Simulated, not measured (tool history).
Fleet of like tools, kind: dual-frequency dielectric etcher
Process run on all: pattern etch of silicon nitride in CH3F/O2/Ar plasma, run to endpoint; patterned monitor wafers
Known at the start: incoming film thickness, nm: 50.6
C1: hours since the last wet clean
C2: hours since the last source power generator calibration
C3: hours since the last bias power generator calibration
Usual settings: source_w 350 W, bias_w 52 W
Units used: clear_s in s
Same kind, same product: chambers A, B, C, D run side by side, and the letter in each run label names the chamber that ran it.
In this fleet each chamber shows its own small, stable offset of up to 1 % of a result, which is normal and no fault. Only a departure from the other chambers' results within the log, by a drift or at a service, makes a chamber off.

{"run": "1C", "hour": 14.2, "source_w": 350, "bias_w": 52, "C1": 492.7, "C2": 1710.3, "C3": 3500.9, "clear_s": 85.997}
{"hour": 15.0, "done": "chamber B: wet clean of the chamber"}
{"run": "2D", "hour": 26.3, "source_w": 350, "bias_w": 52, "C1": 333.2, "C2": 445.5, "C3": 955.5, "clear_s": 85.274}
{"run": "3B", "hour": 34.7, "source_w": 350, "bias_w": 52, "C1": 19.8, "C2": 1095.1, "C3": 1745.7, "clear_s": 86.732}
{"run": "4A", "hour": 46.8, "source_w": 350, "bias_w": 52, "C1": 175.6, "C2": 1221.0, "C3": 457.1, "clear_s": 84.579}
{"run": "5A", "hour": 56.8, "source_w": 350, "bias_w": 52, "C1": 185.6, "C2": 1231.0, "C3": 467.1, "clear_s": 84.964}
{"run": "6D", "hour": 68.3, "source_w": 350, "bias_w": 52, "C1": 375.2, "C2": 487.5, "C3": 997.5, "clear_s": 85.84}
{"run": "7B", "hour": 82.3, "source_w": 350, "bias_w": 52, "C1": 67.4, "C2": 1142.7, "C3": 1793.3, "clear_s": 85.922}
{"run": "8C", "hour": 96.0, "source_w": 350, "bias_w": 52, "C1": 574.5, "C2": 1792.1, "C3": 3582.7, "clear_s": 86.337}
{"run": "9B", "hour": 107.0, "source_w": 350, "bias_w": 52, "C1": 92.1, "C2": 1167.4, "C3": 1818.0, "clear_s": 85.829}
{"hour": 112.8, "done": "chamber D: wet clean of the chamber"}
{"run": "10C", "hour": 116.0, "source_w": 350, "bias_w": 52, "C1": 594.5, "C2": 1812.1, "C3": 3602.7, "clear_s": 85.842}
{"run": "11D", "hour": 123.7, "source_w": 350, "bias_w": 52, "C1": 10.9, "C2": 542.9, "C3": 1052.9, "clear_s": 87.759}
{"hour": 127.4, "done": "chamber C: wet clean of the chamber"}
{"run": "12A", "hour": 131.4, "source_w": 350, "bias_w": 52, "C1": 260.2, "C2": 1305.6, "C3": 541.7, "clear_s": 86.254}
{"run": "13C", "hour": 142.9, "source_w": 350, "bias_w": 52, "C1": 15.5, "C2": 1839.0, "C3": 3629.6, "clear_s": 85.435}
{"run": "14B", "hour": 155.2, "source_w": 350, "bias_w": 42, "C1": 140.3, "C2": 1215.6, "C3": 1866.2, "clear_s": 91.102}
{"run": "15A", "hour": 163.9, "source_w": 350, "bias_w": 42, "C1": 292.7, "C2": 1338.1, "C3": 574.2, "clear_s": 91.264}
{"run": "16D", "hour": 178.6, "source_w": 350, "bias_w": 42, "C1": 65.8, "C2": 597.8, "C3": 1107.8, "clear_s": 92.162}
{"run": "17D", "hour": 191.1, "source_w": 350, "bias_w": 42, "C1": 78.3, "C2": 610.3, "C3": 1120.3, "clear_s": 93.229}
{"run": "18B", "hour": 205.4, "source_w": 350, "bias_w": 59, "C1": 190.5, "C2": 1265.8, "C3": 1916.4, "clear_s": 81.664}
{"run": "19C", "hour": 213.4, "source_w": 350, "bias_w": 59, "C1": 86.0, "C2": 1909.5, "C3": 3700.1, "clear_s": 81.785}
{"run": "20A", "hour": 220.9, "source_w": 350, "bias_w": 59, "C1": 349.7, "C2": 1395.1, "C3": 631.2, "clear_s": 81.395}
{"run": "21B", "hour": 235.9, "source_w": 350, "bias_w": 59, "C1": 221.0, "C2": 1296.3, "C3": 1946.9, "clear_s": 82.803}
{"hour": 237.3, "done": "chamber A: wet clean of the chamber"}
{"run": "22D", "hour": 246.9, "source_w": 350, "bias_w": 46, "C1": 134.1, "C2": 666.1, "C3": 1176.1, "clear_s": 89.78}
{"run": "23A", "hour": 260.3, "source_w": 350, "bias_w": 46, "C1": 23.0, "C2": 1434.5, "C3": 670.6, "clear_s": 89.347}
{"run": "24C", "hour": 273.8, "source_w": 350, "bias_w": 46, "C1": 146.4, "C2": 1969.9, "C3": 3760.5, "clear_s": 89.599}
{"run": "25D", "hour": 282.8, "source_w": 350, "bias_w": 46, "C1": 170.0, "C2": 702.0, "C3": 1212.0, "clear_s": 89.152}
{"run": "26A", "hour": 293.2, "source_w": 350, "bias_w": 52, "C1": 55.9, "C2": 1467.4, "C3": 703.5, "clear_s": 84.316}
{"run": "27B", "hour": 304.2, "source_w": 350, "bias_w": 52, "C1": 289.3, "C2": 1364.6, "C3": 2015.2, "clear_s": 86.134}
{"run": "28C", "hour": 316.6, "source_w": 350, "bias_w": 52, "C1": 189.2, "C2": 2012.7, "C3": 3803.3, "clear_s": 84.615}
{"run": "29D", "hour": 327.7, "source_w": 350, "bias_w": 52, "C1": 214.9, "C2": 746.9, "C3": 1256.9, "clear_s": 87.272}
{"run": "30B", "hour": 337.5, "source_w": 380, "bias_w": 45, "C1": 322.6, "C2": 1397.9, "C3": 2048.5, "clear_s": 87.358}

Decide between three cases: one chamber stands off from its peers, the gauge reading all wafers drifts, or nothing is wrong past each chamber's small offset. Where a chamber is off, say which and what most likely put it there.

Neither any chamber nor the gauge drifts; the chambers differ only by their own small, steady offsets.
